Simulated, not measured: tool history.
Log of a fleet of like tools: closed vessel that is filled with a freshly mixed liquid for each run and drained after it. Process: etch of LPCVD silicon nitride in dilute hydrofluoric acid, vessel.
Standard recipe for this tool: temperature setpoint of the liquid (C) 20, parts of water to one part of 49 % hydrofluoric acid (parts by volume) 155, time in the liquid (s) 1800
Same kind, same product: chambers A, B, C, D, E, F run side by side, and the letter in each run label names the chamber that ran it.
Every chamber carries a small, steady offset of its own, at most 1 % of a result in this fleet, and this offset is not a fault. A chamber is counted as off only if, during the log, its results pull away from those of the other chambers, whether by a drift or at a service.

| run | hour | temperature setpoint of the liquid (C) | parts of water to one part of 49 % hydrofluoric acid (parts by volume) | time in the liquid (s) | read-back film thickness of the LPCVD silicon nitride reference wafer, read on the same gauge (nm) | thickness taken off the LPCVD silicon nitride on a monitor wafer (nm) |
|---|---|---|---|---|---|---|
| 1C | 6.7 | 20 | 155 | 1800 | 140.03 | 4.0015 |
| 2A | 16.3 | 20 | 155 | 1800 | 140.03 | 3.9929 |
| 3F | 26.2 | 20 | 155 | 1800 | 140.03 | 4.0409 |
| 4B | 34.2 | 20 | 155 | 1800 | 140.02 | 3.9668 |
| 5D | 43.1 | 20 | 155 | 1800 | 139.99 | 3.9566 |
| 6E | 48.4 | 20 | 155 | 1800 | 139.98 | 3.9958 |
| 7A | 57.1 | 20 | 155 | 1800 | 140.04 | 3.9717 |
| 8C | 65.3 | 20 | 155 | 1800 | 140.00 | 3.9602 |
| 9B | 71.2 | 20 | 155 | 1800 | 140.02 | 3.8997 |
| 10D | 76.7 | 20 | 155 | 1800 | 140.01 | 3.9750 |
| 11F | 81.5 | 20 | 155 | 1800 | 140.00 | 3.9337 |
| 12E | 86.0 | 20 | 155 | 1800 | 140.03 | 3.9275 |
| 13F | 93.7 | 20 | 155 | 1800 | 140.00 | 3.9415 |
|  | 100.9 | chamber E: hydrofluoric acid flow meter replaced |
| 14B | 102.1 | 20 | 155 | 1800 | 140.00 | 4.0546 |
| 15E | 109.8 | 20 | 155 | 1800 | 139.95 | 3.9381 |
| 16C | 115.1 | 20 | 155 | 1800 | 139.99 | 4.0716 |
| 17D | 124.7 | 20 | 155 | 1800 | 140.01 | 4.1247 |
| 18A | 129.3 | 20 | 155 | 1800 | 139.99 | 4.0398 |
| 19A | 134.7 | 20 | 155 | 1800 | 140.00 | 3.8968 |
| 20E | 139.3 | 20 | 155 | 1800 | 140.00 | 3.9162 |
| 21B | 148.4 | 20 | 155 | 1800 | 140.02 | 3.9674 |
| 22C | 158.6 | 20 | 155 | 1800 | 140.01 | 4.0017 |
| 23D | 166.3 | 20 | 155 | 1800 | 139.99 | 4.1870 |
| 24F | 173.8 | 20 | 155 | 1800 | 139.99 | 3.8828 |
| 25B | 181.7 | 20 | 155 | 1800 | 140.02 | 4.0035 |
| 26E | 187.8 | 20 | 155 | 1800 | 140.04 | 4.0040 |
| 27F | 198.2 | 20 | 155 | 1800 | 139.98 | 3.9095 |
| 28A | 202.8 | 20 | 155 | 1800 | 140.01 | 4.0628 |
|  | 203.4 | chamber A: hydrofluoric acid flow meter replaced |
| 29C | 212.9 | 24 | 155 | 1800 | 140.02 | 5.2254 |
| 30D | 223.1 | 24 | 155 | 1800 | 139.99 | 5.6418 |
| 31E | 232.7 | 24 | 155 | 1800 | 140.01 | 5.1419 |
| 32D | 239.1 | 24 | 155 | 1800 | 140.01 | 5.7228 |
| 33F | 244.7 | 24 | 155 | 1800 | 139.97 | 5.1574 |
| 34A | 251.0 | 24 | 155 | 1800 | 140.01 | 5.3141 |
| 35C | 257.2 | 20 | 155 | 1800 | 139.99 | 3.9374 |
| 36B | 264.1 | 20 | 155 | 1800 | 140.00 | 4.0091 |

What goes on in this fleet: one chamber off, a drifting gauge, or nothing beyond the chambers' own small offsets? Name the chamber and the cause, if any.

Chamber D drifts away from the others.
Most likely cause: liquid hotter than its thermometer reads (K) = 1.75.
The log may not tell that from: hydrofluoric acid flow above the setpoint (%).

Chamber D could run next with any of the 4 candidate recipes listed below; each alters the usual settings, and their results appear as question marks. Which one brings its results back in line with what the other chambers deliver on the usual settings?
A result is in line if it is within this distance of the other chambers' mean on the usual settings: thickness taken off the LPCVD silicon nitride on a monitor wafer (nm) 0.1300
| 37D-1 | 271.5 | 20.5 | 155 | 1960 |  | ? |
| 37D-2 | 271.5 | 19.5 | 160 | 1695 |  | ? |
| 37D-3 | 271.5 | 19.0 | 180 | 1800 |  | ? |
| 37D-4 | 271.5 | 20.0 | 125 | 1800 |  | ? |

The mean the other chambers reach with the usual settings: thickness taken off the LPCVD silicon nitride on a monitor wafer (nm) 3.9814
| run | thickness taken off the LPCVD silicon nitride on a monitor wafer (nm) |
|---|---|
| 37D-1 | 5.0461 |
| 37D-2 | 3.9633 |
| 37D-3 | 3.6358 |
| 37D-4 | 5.5189 |
37D-2 puts the chamber back in line with the other chambers.
